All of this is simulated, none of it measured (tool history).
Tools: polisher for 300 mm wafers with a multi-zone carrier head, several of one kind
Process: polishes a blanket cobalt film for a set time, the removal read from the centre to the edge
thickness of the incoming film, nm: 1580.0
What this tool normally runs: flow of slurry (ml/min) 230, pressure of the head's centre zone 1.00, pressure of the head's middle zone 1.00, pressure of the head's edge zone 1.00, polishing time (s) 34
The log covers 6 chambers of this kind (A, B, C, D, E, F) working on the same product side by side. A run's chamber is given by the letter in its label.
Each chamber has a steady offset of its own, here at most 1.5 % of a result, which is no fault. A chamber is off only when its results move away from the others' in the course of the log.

| run | hour | flow of slurry (ml/min) | pressure of the head's centre zone | pressure of the head's middle zone | pressure of the head's edge zone | polishing time (s) | film removed at the wafer's centre (angstrom) | film removed at mid-radius (angstrom) | film removed at the wafer's edge (angstrom) |
|---|---|---|---|---|---|---|---|---|---|
|  | 2.2 | chamber C: edge zone pressure recalibrated |
| 1C | 10.0 | 230 | 1.00 | 1.00 | 1.00 | 34 | 2583.2 | 2618.6 | 2537.6 |
|  | 11.5 | chamber B: worn pad replaced by a new one |
| 2F | 15.2 | 230 | 1.00 | 1.00 | 1.00 | 34 | 2592.5 | 2614.3 | 2558.9 |
|  | 21.2 | chamber B: slurry nozzle cleaned |
| 3B | 24.3 | 230 | 1.00 | 1.00 | 1.00 | 34 | 2535.1 | 2523.0 | 2585.6 |
|  | 27.3 | chamber A: edge zone pressure recalibrated |
|  | 27.5 | chamber A: worn pad replaced by a new one |
|  | 27.5 | chamber C: worn pad replaced by a new one |
|  | 28.4 | chamber E: worn pad replaced by a new one |
|  | 29.8 | chamber D: worn pad replaced by a new one |
| 4E | 32.5 | 230 | 1.00 | 1.00 | 1.00 | 34 | 2626.2 | 2611.7 | 2563.5 |
| 5D | 40.4 | 230 | 1.00 | 1.00 | 1.00 | 34 | 2568.7 | 2576.1 | 2579.2 |
| 6A | 48.3 | 230 | 1.00 | 1.08 | 1.00 | 34 | 2559.0 | 2789.1 | 2619.7 |
| 7A | 53.1 | 230 | 1.00 | 1.08 | 1.00 | 34 | 2552.0 | 2770.8 | 2576.5 |
| 8C | 62.6 | 230 | 1.00 | 1.08 | 1.00 | 34 | 2573.2 | 2674.4 | 2590.6 |
| 9D | 70.9 | 230 | 1.00 | 1.08 | 1.00 | 34 | 2608.0 | 2785.6 | 2530.2 |
| 10F | 75.5 | 230 | 1.00 | 1.08 | 1.00 | 34 | 2576.7 | 2756.9 | 2606.9 |
| 11E | 83.7 | 230 | 1.00 | 1.08 | 1.00 | 34 | 2603.7 | 2825.5 | 2578.3 |
|  | 86.3 | chamber C: worn pad replaced by a new one |
| 12B | 90.0 | 230 | 1.00 | 1.00 | 1.00 | 25 | 1869.8 | 1866.1 | 1902.3 |
|  | 90.6 | chamber B: centre zone pressure recalibrated |
|  | 92.9 | chamber D: worn pad replaced by a new one |
|  | 98.9 | chamber F: worn pad replaced by a new one |
|  | 99.0 | chamber B: worn pad replaced by a new one |
| 13F | 100.1 | 230 | 1.00 | 1.00 | 1.00 | 25 | 1893.1 | 1895.9 | 1890.0 |
|  | 104.7 | chamber E: worn pad replaced by a new one |
| 14E | 104.9 | 230 | 1.00 | 1.00 | 1.00 | 25 | 1916.7 | 1939.7 | 1916.2 |
| 15C | 113.7 | 230 | 1.00 | 1.00 | 1.00 | 25 | 1900.5 | 1892.0 | 1900.4 |
| 16B | 120.8 | 230 | 1.00 | 1.00 | 1.00 | 25 | 1866.0 | 1833.3 | 1900.8 |
|  | 124.4 | chamber C: slurry nozzle cleaned |
| 17A | 127.3 | 230 | 1.00 | 1.00 | 1.00 | 25 | 1881.2 | 1943.4 | 1911.4 |
|  | 130.7 | chamber E: slurry nozzle cleaned |
| 18D | 134.5 | 230 | 1.00 | 1.00 | 1.00 | 34 | 2606.0 | 2656.0 | 2574.1 |
|  | 135.0 | chamber A: centre zone pressure recalibrated |
|  | 137.5 | chamber A: worn pad replaced by a new one |
|  | 139.4 | chamber C: worn pad replaced by a new one |
| 19F | 139.9 | 230 | 1.00 | 1.00 | 1.00 | 34 | 2565.3 | 2622.1 | 2588.0 |
| 20C | 149.9 | 230 | 1.00 | 1.00 | 1.00 | 34 | 2510.9 | 2529.3 | 2601.2 |
| 21B | 155.0 | 230 | 1.00 | 1.00 | 1.00 | 34 | 2525.7 | 2590.9 | 2609.3 |
|  | 157.5 | chamber D: worn pad replaced by a new one |
|  | 160.1 | chamber C: centre zone pressure recalibrated |
|  | 160.2 | chamber D: centre zone pressure recalibrated |
| 22E | 163.3 | 230 | 1.00 | 1.00 | 1.00 | 34 | 2610.8 | 2545.9 | 2597.4 |
|  | 168.4 | chamber D: slurry nozzle cleaned |
| 23D | 172.2 | 230 | 1.00 | 1.00 | 0.93 | 27 | 2077.4 | 2044.8 | 1978.4 |
| 24A | 181.1 | 230 | 1.00 | 1.00 | 0.93 | 27 | 2024.3 | 2071.8 | 1971.2 |
|  | 181.5 | chamber E: worn pad replaced by a new one |
|  | 188.7 | chamber B: worn pad replaced by a new one |
| 25F | 190.7 | 230 | 1.00 | 1.00 | 0.93 | 27 | 2058.4 | 2023.0 | 1959.9 |
| 26D | 196.4 | 230 | 1.00 | 1.00 | 0.93 | 27 | 2025.5 | 2057.7 | 2001.5 |
|  | 199.3 | chamber C: worn pad replaced by a new one |
|  | 200.9 | chamber F: worn pad replaced by a new one |
| 27E | 202.6 | 230 | 1.00 | 1.00 | 0.93 | 27 | 2063.7 | 2049.3 | 1948.9 |
| 28A | 212.1 | 230 | 1.00 | 1.00 | 0.93 | 27 | 2012.0 | 2085.1 | 2003.2 |
| 29B | 222.3 | 230 | 1.00 | 1.00 | 1.00 | 34 | 2531.6 | 2574.5 | 2590.4 |
|  | 226.8 | chamber D: worn pad replaced by a new one |
| 30C | 228.1 | 230 | 1.00 | 1.00 | 1.00 | 34 | 2546.4 | 2562.0 | 2556.5 |
|  | 229.4 | chamber A: worn pad replaced by a new one |
| 31D | 232.8 | 230 | 1.00 | 1.00 | 1.00 | 34 | 2549.8 | 2560.6 | 2624.9 |
| 32B | 237.8 | 230 | 1.00 | 1.00 | 1.00 | 34 | 2509.3 | 2565.1 | 2569.9 |
| 33E | 245.0 | 230 | 1.05 | 1.00 | 0.95 | 34 | 2761.1 | 2567.4 | 2493.0 |
| 34C | 251.9 | 230 | 1.05 | 1.00 | 0.95 | 34 | 2683.8 | 2546.7 | 2497.7 |
| 35F | 257.0 | 230 | 1.05 | 1.00 | 0.95 | 34 | 2719.0 | 2559.9 | 2493.3 |
|  | 261.3 | chamber C: worn pad replaced by a new one |
|  | 262.8 | chamber E: worn pad replaced by a new one |
| 36A | 263.9 | 230 | 1.05 | 1.00 | 0.95 | 34 | 2717.3 | 2579.1 | 2522.0 |
| 37F | 269.4 | 230 | 1.05 | 1.00 | 0.95 | 34 | 2697.0 | 2561.2 | 2526.0 |
|  | 269.6 | chamber B: worn pad replaced by a new one |
| 38E | 274.0 | 230 | 1.05 | 1.00 | 0.95 | 34 | 2740.9 | 2600.9 | 2518.4 |
|  | 277.1 | chamber A: slurry nozzle cleaned |
| 39A | 278.9 | 230 | 1.00 | 1.00 | 1.00 | 34 | 2625.8 | 2599.8 | 2610.3 |
| 40D | 287.8 | 230 | 1.00 | 1.00 | 1.00 | 34 | 2583.7 | 2595.7 | 2617.0 |
| 41B | 294.2 | 230 | 1.00 | 1.00 | 1.00 | 34 | 2555.0 | 2554.2 | 2612.4 |
| 42C | 301.7 | 230 | 1.00 | 1.00 | 1.00 | 34 | 2546.3 | 2549.6 | 2560.5 |

For the next run the whole fleet of 6 chambers uses the same settings. Give each chamber's results:
| 43A | 309.0 | 230 | 1.00 | 1.00 | 1.00 | 34 | ? | ? | ? |
| 43B | 309.0 | 230 | 1.00 | 1.00 | 1.00 | 34 | ? | ? | ? |
| 43C | 309.0 | 230 | 1.00 | 1.00 | 1.00 | 34 | ? | ? | ? |
| 43D | 309.0 | 230 | 1.00 | 1.00 | 1.00 | 34 | ? | ? | ? |
| 43E | 309.0 | 230 | 1.00 | 1.00 | 1.00 | 34 | ? | ? | ? |
| 43F | 309.0 | 230 | 1.00 | 1.00 | 1.00 | 34 | ? | ? | ? |

| run | film removed at the wafer's centre (angstrom) | film removed at mid-radius (angstrom) | film removed at the wafer's edge (angstrom) |
|---|---|---|---|
| 43A | 2602.3 | 2552.8 | 2593.1 |
| 43B | 2581.9 | 2553.9 | 2586.3 |
| 43C | 2584.1 | 2534.4 | 2561.7 |
| 43D | 2571.2 | 2583.8 | 2565.6 |
| 43E | 2601.2 | 2566.9 | 2599.5 |
| 43F | 2573.9 | 2590.8 | 2560.3 |

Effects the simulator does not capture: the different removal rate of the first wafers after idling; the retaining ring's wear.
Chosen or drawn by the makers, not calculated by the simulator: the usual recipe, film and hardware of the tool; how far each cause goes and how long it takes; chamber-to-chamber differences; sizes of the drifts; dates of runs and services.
